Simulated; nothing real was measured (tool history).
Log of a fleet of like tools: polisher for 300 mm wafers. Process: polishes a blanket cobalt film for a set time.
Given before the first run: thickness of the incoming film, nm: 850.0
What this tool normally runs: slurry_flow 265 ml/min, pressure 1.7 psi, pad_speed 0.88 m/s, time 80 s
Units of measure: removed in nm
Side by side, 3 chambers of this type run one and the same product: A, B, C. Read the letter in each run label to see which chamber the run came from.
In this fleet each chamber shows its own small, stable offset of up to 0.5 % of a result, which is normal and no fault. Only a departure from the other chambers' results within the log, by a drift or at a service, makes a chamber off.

Run 1A, day 0.192: usual settings. Result: removed 348.58 nm.
Run 2B, day 0.367: usual settings. Result: removed 355.64 nm.
Run 3C, day 0.517: usual settings. Result: removed 347.15 nm.
At day 0.525: chamber A: worn pad replaced by a new one.
Run 4C, day 0.721: usual settings. Result: removed 344.98 nm.
Run 5A, day 0.912: usual settings but pad_speed 1.10 m/s. Result: removed 439.67 nm.
At day 1.100: chamber C: worn pad replaced by a new one.
Run 6B, day 1.158: usual settings but pad_speed 1.10 m/s. Result: removed 438.60 nm.
Run 7B, day 1.354: usual settings but pad_speed 1.10 m/s. Result: removed 443.55 nm.
Run 8A, day 1.512: usual settings. Result: removed 349.14 nm.
Run 9C, day 1.704: usual settings. Result: removed 353.71 nm.
Run 10B, day 1.933: usual settings. Result: removed 346.38 nm.
At day 2.029: chamber B: slurry nozzle cleaned.
Run 11C, day 2.129: usual settings. Result: removed 349.47 nm.
Run 12A, day 2.271: usual settings. Result: removed 342.89 nm.
Run 13B, day 2.429: usual settings. Result: removed 347.88 nm.
Run 14A, day 2.542: usual settings. Result: removed 358.53 nm.
At day 2.575: chamber A: worn pad replaced by a new one.
Run 15C, day 2.729: usual settings. Result: removed 345.25 nm.
At day 2.804: chamber B: worn pad replaced by a new one.
Run 16C, day 2.950: usual settings. Result: removed 353.05 nm.
Run 17A, day 3.162: usual settings but pressure 2.2 psi, time 64 s. Result: removed 362.85 nm.
Run 18B, day 3.312: usual settings but pressure 2.2 psi, time 64 s. Result: removed 364.26 nm.
At day 3.404: chamber A: slurry nozzle cleaned.
Run 19B, day 3.475: usual settings but pressure 2.2 psi, time 64 s. Result: removed 366.71 nm.
Run 20C, day 3.679: usual settings. Result: removed 347.76 nm.
Run 21A, day 3.917: usual settings. Result: removed 358.35 nm.
At day 4.067: chamber B: head pressure recalibrated.
Run 22A, day 4.117: usual settings. Result: removed 350.98 nm.
Run 23C, day 4.296: usual settings. Result: removed 351.86 nm.
Run 24B, day 4.429: usual settings but pad_speed 0.72 m/s. Result: removed 285.97 nm.
Run 25A, day 4.583: usual settings but pad_speed 0.72 m/s. Result: removed 288.34 nm.
At day 4.675: chamber A: worn pad replaced by a new one.
Run 26C, day 4.742: usual settings but pad_speed 0.72 m/s. Result: removed 283.78 nm.
Run 27B, day 4.871: usual settings. Result: removed 351.64 nm.
Run 28A, day 5.017: usual settings but slurry_flow 300 ml/min, pad_speed 0.68 m/s. Result: removed 276.21 nm.
Run 29B, day 5.146: usual settings but slurry_flow 300 ml/min, pad_speed 0.68 m/s. Result: removed 274.23 nm.

Next, all 3 chambers run the settings below, one line each with question marks for the results. What does each chamber give?
Run 30A, day 5.325: usual settings. Result: removed ?.
Run 30B, day 5.325: usual settings. Result: removed ?.
Run 30C, day 5.325: usual settings. Result: removed ?.

run  removed
30A   350.60
30B   353.09
30C   349.99

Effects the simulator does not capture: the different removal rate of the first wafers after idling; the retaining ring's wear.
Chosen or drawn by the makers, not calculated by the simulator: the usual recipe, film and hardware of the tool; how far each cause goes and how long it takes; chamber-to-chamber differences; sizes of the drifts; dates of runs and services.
